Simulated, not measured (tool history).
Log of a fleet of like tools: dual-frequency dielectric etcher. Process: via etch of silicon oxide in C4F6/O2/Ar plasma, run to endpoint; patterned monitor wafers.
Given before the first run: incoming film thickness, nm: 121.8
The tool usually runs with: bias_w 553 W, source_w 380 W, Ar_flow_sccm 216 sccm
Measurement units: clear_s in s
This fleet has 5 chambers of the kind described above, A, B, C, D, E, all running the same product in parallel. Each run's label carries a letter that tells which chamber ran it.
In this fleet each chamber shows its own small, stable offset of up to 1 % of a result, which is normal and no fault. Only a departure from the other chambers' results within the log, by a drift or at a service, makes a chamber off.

| run | hour | bias_w | source_w | Ar_flow_sccm | clear_s |
|---|---|---|---|---|---|
| 1E | 3.4 | 553 | 380 | 216 | 25.207 |
| 2A | 7.3 | 553 | 380 | 216 | 25.293 |
| 3C | 10.5 | 553 | 380 | 216 | 25.249 |
| 4B | 13.2 | 553 | 380 | 216 | 25.155 |
| 5D | 17.5 | 553 | 380 | 216 | 25.158 |
| 6D | 19.9 | 553 | 380 | 216 | 25.362 |
| 7A | 22.0 | 431 | 450 | 216 | 26.034 |
| 8E | 24.9 | 431 | 450 | 216 | 26.054 |
| 9C | 29.5 | 431 | 450 | 216 | 26.387 |
| 10B | 33.0 | 431 | 450 | 216 | 26.025 |
| 11C | 36.3 | 431 | 450 | 216 | 26.147 |
| 12E | 40.8 | 553 | 380 | 216 | 25.291 |
| 13B | 44.2 | 553 | 300 | 216 | 27.384 |
| 14A | 46.9 | 553 | 300 | 216 | 27.748 |
| 15D | 51.8 | 553 | 300 | 216 | 27.511 |
| 16B | 55.9 | 553 | 300 | 216 | 27.586 |
| 17C | 60.8 | 553 | 300 | 216 | 27.677 |
| 18E | 63.0 | 553 | 380 | 216 | 25.380 |
| 19D | 65.5 | 553 | 380 | 216 | 25.292 |
| 20A | 67.7 | 553 | 380 | 216 | 25.690 |
| 21C | 71.4 | 553 | 380 | 216 | 25.541 |
| 22B | 74.5 | 553 | 380 | 216 | 25.353 |
| 23A | 78.0 | 622 | 310 | 216 | 26.137 |
| 24E | 80.4 | 622 | 310 | 216 | 26.184 |
| 25D | 84.4 | 622 | 310 | 216 | 25.905 |
| 26B | 89.2 | 622 | 310 | 216 | 26.134 |
| 27A | 93.2 | 622 | 310 | 216 | 26.269 |
| 28E | 97.6 | 553 | 380 | 216 | 25.539 |
| 29C | 101.9 | 553 | 380 | 216 | 25.560 |
| 30D | 104.4 | 553 | 350 | 216 | 26.120 |
| 31C | 108.9 | 553 | 350 | 216 | 26.132 |
| 32D | 112.1 | 553 | 350 | 216 | 26.164 |
| 33B | 114.5 | 553 | 350 | 216 | 26.260 |
| 34E | 117.2 | 553 | 350 | 216 | 26.068 |
| 35A | 121.3 | 553 | 380 | 216 | 25.475 |
| 36A | 124.3 | 553 | 380 | 216 | 25.370 |
| 37C | 129.1 | 553 | 380 | 216 | 25.734 |
| 38E | 132.5 | 553 | 450 | 192 | 23.625 |
| 39B | 135.3 | 553 | 450 | 192 | 23.506 |
| 40D | 138.3 | 553 | 450 | 192 | 23.229 |

All chambers now run identical settings, listed one chamber a line with results as question marks. What results will each chamber show?
| 41A | 141.8 | 553 | 300 | 216 | ? |
| 41B | 141.8 | 553 | 300 | 216 | ? |
| 41C | 141.8 | 553 | 300 | 216 | ? |
| 41D | 141.8 | 553 | 300 | 216 | ? |
| 41E | 141.8 | 553 | 300 | 216 | ? |

| run | clear_s |
|---|---|
| 41A | 27.564 |
| 41B | 27.438 |
| 41C | 27.731 |
| 41D | 27.402 |
| 41E | 27.756 |
